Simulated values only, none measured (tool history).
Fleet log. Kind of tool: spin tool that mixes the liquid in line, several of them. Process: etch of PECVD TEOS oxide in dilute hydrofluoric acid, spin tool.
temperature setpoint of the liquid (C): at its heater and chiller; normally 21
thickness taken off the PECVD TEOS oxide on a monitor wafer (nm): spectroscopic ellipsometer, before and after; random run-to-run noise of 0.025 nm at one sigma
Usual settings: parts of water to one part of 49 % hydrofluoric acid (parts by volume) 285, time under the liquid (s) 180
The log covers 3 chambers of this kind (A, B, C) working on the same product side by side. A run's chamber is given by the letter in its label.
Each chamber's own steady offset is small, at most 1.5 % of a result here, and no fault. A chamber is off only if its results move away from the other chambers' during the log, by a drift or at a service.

| run | day | temperature setpoint of the liquid (C) | parts of water to one part of 49 % hydrofluoric acid (parts by volume) | time under the liquid (s) | hours since the thermometer was replaced | hours since the hydrofluoric acid flow meter was replaced | read-back film thickness of the PECVD TEOS oxide reference wafer, read on the same gauge (nm) | thickness taken off the PECVD TEOS oxide on a monitor wafer (nm) |
|---|---|---|---|---|---|---|---|---|
| 1C | 0.208 | 21 | 285 | 180 | 1006.9 | 464.1 | 130.01 | 3.9741 |
| 2A | 0.512 | 21 | 285 | 180 | 734.4 | 634.2 | 130.00 | 3.9531 |
| 3B | 0.683 | 21 | 285 | 180 | 803.4 | 358.2 | 129.96 | 3.8866 |
| 4C | 0.988 | 21 | 285 | 180 | 1025.6 | 482.8 | 129.99 | 3.9527 |
| 5A | 1.317 | 21 | 395 | 230 | 753.7 | 653.5 | 130.00 | 3.3126 |
| 6B | 1.550 | 21 | 395 | 230 | 824.2 | 379.0 | 129.97 | 3.2454 |
| 7B | 1.788 | 21 | 395 | 230 | 829.9 | 384.7 | 129.99 | 3.2654 |
| 8A | 1.979 | 21 | 285 | 180 | 769.6 | 669.4 | 129.96 | 3.9747 |
| 9C | 2.158 | 21 | 285 | 180 | 1053.7 | 510.9 | 129.96 | 3.9789 |
| 10C | 2.350 | 21 | 285 | 180 | 1058.3 | 515.5 | 129.97 | 3.9543 |
| 11B | 2.600 | 21 | 285 | 180 | 849.4 | 404.2 | 130.00 | 3.9966 |
| 12A | 2.925 | 21 | 285 | 180 | 792.3 | 692.1 | 129.99 | 3.9713 |
| 13C | 3.158 | 21 | 285 | 180 | 1077.7 | 534.9 | 130.01 | 3.9919 |
| 14B | 3.358 | 21 | 285 | 180 | 867.6 | 422.4 | 129.99 | 3.9286 |
| 15A | 3.600 | 21 | 285 | 180 | 808.5 | 708.3 | 129.98 | 3.9413 |
| 16C | 3.821 | 21 | 285 | 180 | 1093.6 | 550.8 | 129.95 | 3.9962 |
| 17B | 4.033 | 21 | 285 | 180 | 883.8 | 438.6 | 129.96 | 3.9845 |
| 18A | 4.271 | 21 | 285 | 180 | 824.6 | 724.4 | 130.03 | 3.9527 |
| 19B | 4.446 | 21 | 285 | 180 | 893.7 | 448.5 | 130.01 | 4.0342 |
| 20C | 4.775 | 21 | 285 | 180 | 1116.5 | 573.7 | 130.00 | 3.9716 |
| 21A | 5.000 | 21 | 285 | 180 | 842.1 | 741.9 | 129.99 | 3.9486 |
| 22A | 5.333 | 21 | 285 | 180 | 850.1 | 749.9 | 130.02 | 3.9558 |
| 23B | 5.642 | 21 | 285 | 180 | 922.4 | 477.2 | 130.01 | 4.0501 |
| 24C | 5.933 | 21 | 285 | 180 | 1144.3 | 601.5 | 130.00 | 3.9615 |
| 25A | 6.142 | 21 | 285 | 180 | 869.5 | 769.3 | 129.94 | 3.9626 |
| 26B | 6.404 | 21 | 285 | 180 | 940.7 | 495.5 | 129.98 | 4.0732 |
| 27C | 6.596 | 21 | 285 | 180 | 1160.2 | 617.4 | 130.01 | 3.9855 |
| 28A | 6.900 | 21 | 285 | 180 | 887.7 | 787.5 | 130.01 | 3.9104 |
| 29B | 7.058 | 21 | 285 | 180 | 956.4 | 511.2 | 129.98 | 4.1542 |
| 30C | 7.358 | 21 | 285 | 180 | 1178.5 | 635.7 | 129.98 | 4.0106 |
| 31B | 7.688 | 21 | 380 | 105 | 971.5 | 526.3 | 129.97 | 1.6599 |
| 32A | 7.879 | 21 | 380 | 105 | 911.2 | 811.0 | 129.97 | 1.5930 |
| 33C | 8.100 | 21 | 380 | 105 | 1196.3 | 653.5 | 129.99 | 1.6247 |
| 34B | 8.279 | 21 | 285 | 100 | 985.7 | 540.5 | 129.95 | 2.3292 |
| 35C | 8.500 | 21 | 285 | 100 | 1205.9 | 663.1 | 130.00 | 2.2047 |

For the next run the whole fleet of 3 chambers uses the same settings. Give each chamber's results:
| 36A | 8.738 | 18 | 285 | 180 |  |  |  | ? |
| 36B | 8.738 | 18 | 285 | 180 |  |  |  | ? |
| 36C | 8.738 | 18 | 285 | 180 |  |  |  | ? |

| run | thickness taken off the PECVD TEOS oxide on a monitor wafer (nm) |
|---|---|
| 36A | 3.5093 |
| 36B | 3.7362 |
| 36C | 3.5332 |

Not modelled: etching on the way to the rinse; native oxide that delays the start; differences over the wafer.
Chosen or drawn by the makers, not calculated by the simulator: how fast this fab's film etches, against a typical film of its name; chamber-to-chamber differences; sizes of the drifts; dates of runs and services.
